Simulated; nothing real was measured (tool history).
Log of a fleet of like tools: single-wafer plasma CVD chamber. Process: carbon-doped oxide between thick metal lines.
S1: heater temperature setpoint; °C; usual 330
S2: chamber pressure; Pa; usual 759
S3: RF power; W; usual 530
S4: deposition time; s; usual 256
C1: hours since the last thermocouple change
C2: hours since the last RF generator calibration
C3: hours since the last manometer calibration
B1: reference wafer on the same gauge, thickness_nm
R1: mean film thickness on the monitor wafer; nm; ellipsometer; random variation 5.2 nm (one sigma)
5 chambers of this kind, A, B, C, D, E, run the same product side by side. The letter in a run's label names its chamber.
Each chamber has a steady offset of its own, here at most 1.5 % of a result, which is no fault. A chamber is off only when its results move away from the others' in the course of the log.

run	hour	S1	S2	S3	S4	C1	C2	C3	B1	R1
1D	7.9	330	759	530	256	1482.7	895.2	958.7	1270.0	1438.5
2C	13.6	330	759	530	256	2319.4	288.6	938.6	1268.9	1415.8
3B	17.8	330	759	530	256	771.7	37.8	776.9	1270.3	1430.4
4A	23.2	330	759	530	256	2118.9	1351.9	1850.4	1269.3	1440.4
5E	28.3	330	759	530	256	1789.1	1791.8	1168.3	1270.3	1452.2
6C	34.0	330	759	530	256	2339.8	309.0	959.0	1270.3	1424.5
7D	38.1	330	759	530	256	1512.9	925.4	988.9	1269.7	1448.6
8A	45.6	330	759	530	256	2141.3	1374.3	1872.8	1269.6	1428.5
9E	50.9	330	759	530	256	1811.7	1814.4	1190.9	1270.1	1446.5
10B	55.0	330	759	530	256	808.9	75.0	814.1	1269.6	1443.0
# hour 58.8: chamber D: capacitance manometer re-zeroed and calibrated
11D	62.0	330	759	530	256	1536.8	949.3	3.3	1271.1	1441.5
12C	66.3	330	759	530	256	2372.1	341.3	991.3	1271.1	1413.0
13A	73.1	330	759	530	256	2168.8	1401.8	1900.3	1270.7	1429.6
14E	77.5	330	759	530	256	1838.3	1841.0	1217.5	1270.6	1444.5
15B	84.8	330	759	530	256	838.7	104.8	843.9	1269.3	1439.9
16E	90.2	330	759	530	256	1851.0	1853.7	1230.2	1269.9	1450.5
17C	96.1	330	759	530	256	2401.9	371.1	1021.1	1269.4	1396.6
18D	103.8	330	759	530	256	1578.6	991.1	45.1	1269.1	1439.0
19A	110.8	330	759	530	256	2206.5	1439.5	1938.0	1269.8	1436.7
20B	118.8	330	759	530	256	872.7	138.8	877.9	1270.3	1442.2
21A	126.0	330	759	530	256	2221.7	1454.7	1953.2	1269.8	1434.2
22C	132.9	330	879	530	256	2438.7	407.9	1057.9	1270.3	1409.9
23B	137.6	330	879	530	256	891.5	157.6	896.7	1270.5	1467.2
24D	144.7	330	879	530	256	1619.5	1032.0	86.0	1270.1	1466.1
25E	150.5	330	879	530	256	1911.3	1914.0	1290.5	1270.5	1468.9
# hour 153.9: chamber A: RF generator calibrated
26A	157.1	330	879	530	256	2252.8	3.3	1984.3	1270.9	1456.3
27D	162.2	330	759	530	256	1637.0	1049.5	103.5	1270.1	1442.1
28E	166.7	330	759	530	256	1927.5	1930.2	1306.7	1270.8	1447.8
29B	171.7	330	759	530	256	925.6	191.7	930.8	1270.7	1438.1
30C	176.7	330	759	530	256	2482.5	451.7	1101.7	1270.1	1375.2
31D	180.9	330	759	530	256	1655.7	1068.2	122.2	1269.6	1443.8
32E	187.2	330	759	530	256	1948.0	1950.7	1327.2	1269.0	1435.7
33A	190.9	330	759	530	256	2286.6	37.1	2018.1	1268.7	1431.5
34B	195.2	330	759	530	256	949.1	215.2	954.3	1270.4	1445.7

Next, every chamber runs the same settings. What will each give?
35A	201.0	330	684	530	256					?
35B	201.0	330	684	530	256					?
35C	201.0	330	684	530	256					?
35D	201.0	330	684	530	256					?
35E	201.0	330	684	530	256					?

run	R1
35A	1414.6
35B	1420.5
35C	1341.8
35D	1428.5
35E	1426.3

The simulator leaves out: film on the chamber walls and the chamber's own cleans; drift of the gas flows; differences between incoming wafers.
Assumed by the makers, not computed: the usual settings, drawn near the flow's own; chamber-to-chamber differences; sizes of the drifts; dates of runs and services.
